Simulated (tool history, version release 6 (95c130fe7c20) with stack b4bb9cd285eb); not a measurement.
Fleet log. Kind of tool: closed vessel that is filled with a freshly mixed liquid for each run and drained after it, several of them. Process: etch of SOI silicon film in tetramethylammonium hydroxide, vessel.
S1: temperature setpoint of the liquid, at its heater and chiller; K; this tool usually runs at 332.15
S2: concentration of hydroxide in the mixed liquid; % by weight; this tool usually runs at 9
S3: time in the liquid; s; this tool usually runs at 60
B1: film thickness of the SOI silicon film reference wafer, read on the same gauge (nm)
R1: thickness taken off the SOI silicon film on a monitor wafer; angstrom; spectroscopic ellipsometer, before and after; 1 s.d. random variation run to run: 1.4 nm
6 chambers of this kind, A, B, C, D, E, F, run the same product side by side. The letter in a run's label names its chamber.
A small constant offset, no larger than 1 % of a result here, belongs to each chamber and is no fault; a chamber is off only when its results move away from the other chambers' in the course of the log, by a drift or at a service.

run	day	S1	S2	S3	B1	R1
1D	0.254	332.15	9	60	79.973	2340.4
2F	0.5	332.15	9	60	80.029	2286.5
3A	0.688	332.15	9	60	80.024	2300.5
4C	0.871	332.15	9	60	80.027	2288.2
5B	1.108	332.15	9	60	80.023	2294.8
6E	1.408	332.15	9	40	80.019	1551.7
7D	1.621	332.15	9	40	80.017	1544.4
8B	1.875	332.15	9	40	79.996	1525.2
9A	2.125	332.15	9	40	79.975	1518.2
10E	2.371	332.15	9	40	79.967	1553.8
# day 2.467: chamber D: hydroxide flow meter replaced
11C	2.5	332.15	9	40	80.026	1545.8
12F	2.788	332.15	9	60	80.001	2299.8
13B	3.046	332.15	9	60	79.984	2290.4
14A	3.283	332.15	9	60	79.967	2304.6
15C	3.521	332.15	9	60	80.019	2306.1
16F	3.662	332.15	9	60	80.022	2298.3
17D	3.9	332.15	9	60	79.971	2332.9
18E	4.112	332.15	9	60	80.01	2312.9
19F	4.254	332.15	9	60	79.988	2301.9
20D	4.542	332.15	9	60	80.012	2317.5
21B	4.825	332.15	9	60	80.005	2301.3
# day 4.875: chamber F: thermometer replaced
22C	5.029	332.15	9	60	80.023	2306.6
23A	5.2	332.15	9	60	79.976	2289.1
24E	5.358	332.15	9	60	79.961	2369.1
25C	5.529	332.15	9	60	80.008	2279.4
26D	5.796	332.15	9	60	79.955	2306.4
27F	6.054	332.15	9	60	79.997	2285.7
28A	6.254	332.15	9	60	80.012	2296.1
29B	6.55	332.15	9	60	80.023	2290.3
30E	6.783	332.15	9	60	79.975	2374
31E	6.925	337.65	7.5	60	80.026	3558.5
32C	7.083	337.65	7.5	60	79.993	3405.8
33A	7.3	337.65	7.5	60	79.968	3406.3
34F	7.588	337.65	7.5	60	80	3406.1
35B	7.829	337.65	7.5	60	79.974	3438.2
36D	8.075	337.65	7.5	60	80.008	3429.5
37F	8.221	329.15	9	60	79.985	1908.6
38E	8.446	329.15	9	60	79.985	2007.7
39D	8.612	329.15	9	60	80.002	1934.6
40C	8.783	329.15	9	60	80.004	1903.2
41B	8.992	329.15	9	60	79.999	1895.9

Predict what each chamber gives when all 6 of them run the settings below next.
42A	9.208	332.15	9	60		?
42B	9.208	332.15	9	60		?
42C	9.208	332.15	9	60		?
42D	9.208	332.15	9	60		?
42E	9.208	332.15	9	60		?
42F	9.208	332.15	9	60		?

run	R1
42A	2287.5
42B	2304.8
42C	2306.5
42D	2328.2
42E	2466
42F	2296.8

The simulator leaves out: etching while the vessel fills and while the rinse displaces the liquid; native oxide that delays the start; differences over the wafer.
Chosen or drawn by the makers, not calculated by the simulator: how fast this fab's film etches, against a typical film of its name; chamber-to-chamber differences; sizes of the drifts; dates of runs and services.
